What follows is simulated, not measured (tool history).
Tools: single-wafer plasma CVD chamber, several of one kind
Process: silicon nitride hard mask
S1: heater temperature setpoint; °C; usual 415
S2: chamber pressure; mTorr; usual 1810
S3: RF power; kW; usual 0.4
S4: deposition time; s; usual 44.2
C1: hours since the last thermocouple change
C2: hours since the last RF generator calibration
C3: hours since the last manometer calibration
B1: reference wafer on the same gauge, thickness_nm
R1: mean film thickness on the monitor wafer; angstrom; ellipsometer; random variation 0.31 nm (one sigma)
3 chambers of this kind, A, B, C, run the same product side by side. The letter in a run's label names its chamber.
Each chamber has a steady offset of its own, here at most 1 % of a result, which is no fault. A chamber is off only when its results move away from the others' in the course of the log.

Run 1B, hour 8.5: usual settings; C1 492.2; C2 302.4; C3 1252.8; B1 65.44. Result: R1 621.39 angstrom.
Run 2C, hour 18.3: usual settings; C1 651.4; C2 1919.2; C3 550; B1 65.42. Result: R1 622.27 angstrom.
Run 3A, hour 30.5: usual settings; C1 1472; C2 176.9; C3 255.1; B1 65.441. Result: R1 632.95 angstrom.
Run 4B, hour 42.3: usual settings; C1 526; C2 336.2; C3 1286.6; B1 65.355. Result: R1 618.42 angstrom.
Run 5A, hour 50.8: usual settings; C1 1492.3; C2 197.2; C3 275.4; B1 65.338. Result: R1 627.23 angstrom.
Run 6C, hour 61.7: usual settings; C1 694.8; C2 1962.6; C3 593.4; B1 65.381. Result: R1 624.29 angstrom.
Run 7A, hour 73.3: usual settings but S4 46.9 s; C1 1514.8; C2 219.7; C3 297.9; B1 65.368. Result: R1 662.6 angstrom.
Run 8C, hour 84.9: usual settings but S4 46.9 s; C1 718; C2 1985.8; C3 616.6; B1 65.389. Result: R1 663.96 angstrom.
Run 9B, hour 92.2: usual settings but S4 46.9 s; C1 575.9; C2 386.1; C3 1336.5; B1 65.497. Result: R1 666.92 angstrom.
Run 10C, hour 99.3: usual settings; C1 732.4; C2 2000.2; C3 631; B1 65.435. Result: R1 626.1 angstrom.
Run 11B, hour 107: usual settings but S1 404 °C; C1 590.7; C2 400.9; C3 1351.3; B1 65.41. Result: R1 629.48 angstrom.
Run 12A, hour 117.8: usual settings but S1 404 °C; C1 1559.3; C2 264.2; C3 342.4; B1 65.371. Result: R1 637.61 angstrom.
Run 13A, hour 127.4: usual settings but S1 404 °C; C1 1568.9; C2 273.8; C3 352; B1 65.384. Result: R1 631.76 angstrom.
Run 14B, hour 138.9: usual settings; C1 622.6; C2 432.8; C3 1383.2; B1 65.39. Result: R1 614.71 angstrom.
Run 15C, hour 145.5: usual settings; C1 778.6; C2 2046.4; C3 677.2; B1 65.368. Result: R1 628.93 angstrom.
Run 16B, hour 156.6: usual settings; C1 640.3; C2 450.5; C3 1400.9; B1 65.502. Result: R1 618.97 angstrom.
Run 17A, hour 163.1: usual settings; C1 1604.6; C2 309.5; C3 387.7; B1 65.389. Result: R1 629.32 angstrom.
Run 18C, hour 171: usual settings; C1 804.1; C2 2071.9; C3 702.7; B1 65.33. Result: R1 624.07 angstrom.
Run 19C, hour 179.8: usual settings but S1 423 °C, S3 0.465 kW; C1 812.9; C2 2080.7; C3 711.5; B1 65.358. Result: R1 685.1 angstrom.
Run 20A, hour 187.7: usual settings but S1 423 °C, S3 0.465 kW; C1 1629.2; C2 334.1; C3 412.3; B1 65.408. Result: R1 681.41 angstrom.
Run 21B, hour 199.1: usual settings but S1 423 °C, S3 0.465 kW; C1 682.8; C2 493; C3 1443.4; B1 65.437. Result: R1 675.58 angstrom.
Run 22C, hour 209.9: usual settings; C1 843; C2 2110.8; C3 741.6; B1 65.37. Result: R1 625.04 angstrom.
Run 23A, hour 217.4: usual settings; C1 1658.9; C2 363.8; C3 442; B1 65.433. Result: R1 625.38 angstrom.
Run 24B, hour 225.8: usual settings; C1 709.5; C2 519.7; C3 1470.1; B1 65.421. Result: R1 621.42 angstrom.
Run 25B, hour 231.5: usual settings; C1 715.2; C2 525.4; C3 1475.8; B1 65.389. Result: R1 621.25 angstrom.
Run 26A, hour 241.1: usual settings; C1 1682.6; C2 387.5; C3 465.7; B1 65.476. Result: R1 626.9 angstrom.
At hour 242.6: chamber C: RF generator calibrated.
Run 27C, hour 249.1: usual settings; C1 882.2; C2 6.6; C3 780.8; B1 65.412. Result: R1 624.78 angstrom.
Run 28C, hour 258.7: usual settings; C1 891.8; C2 16.2; C3 790.4; B1 65.441. Result: R1 625.74 angstrom.
Run 29B, hour 265.5: usual settings but S1 429 °C, S4 39.3 s; C1 749.2; C2 559.4; C3 1509.8; B1 65.344. Result: R1 550.43 angstrom.
Run 30A, hour 275.1: usual settings but S1 429 °C, S4 39.3 s; C1 1716.6; C2 421.5; C3 499.7; B1 65.265. Result: R1 559.28 angstrom.

Next, every chamber runs the same settings. What will each give?
Run 31A, hour 283.8: usual settings. Result: R1 ?.
Run 31B, hour 283.8: usual settings. Result: R1 ?.
Run 31C, hour 283.8: usual settings. Result: R1 ?.

run      R1
31A  634.01
31B  625.44
31C  625.53

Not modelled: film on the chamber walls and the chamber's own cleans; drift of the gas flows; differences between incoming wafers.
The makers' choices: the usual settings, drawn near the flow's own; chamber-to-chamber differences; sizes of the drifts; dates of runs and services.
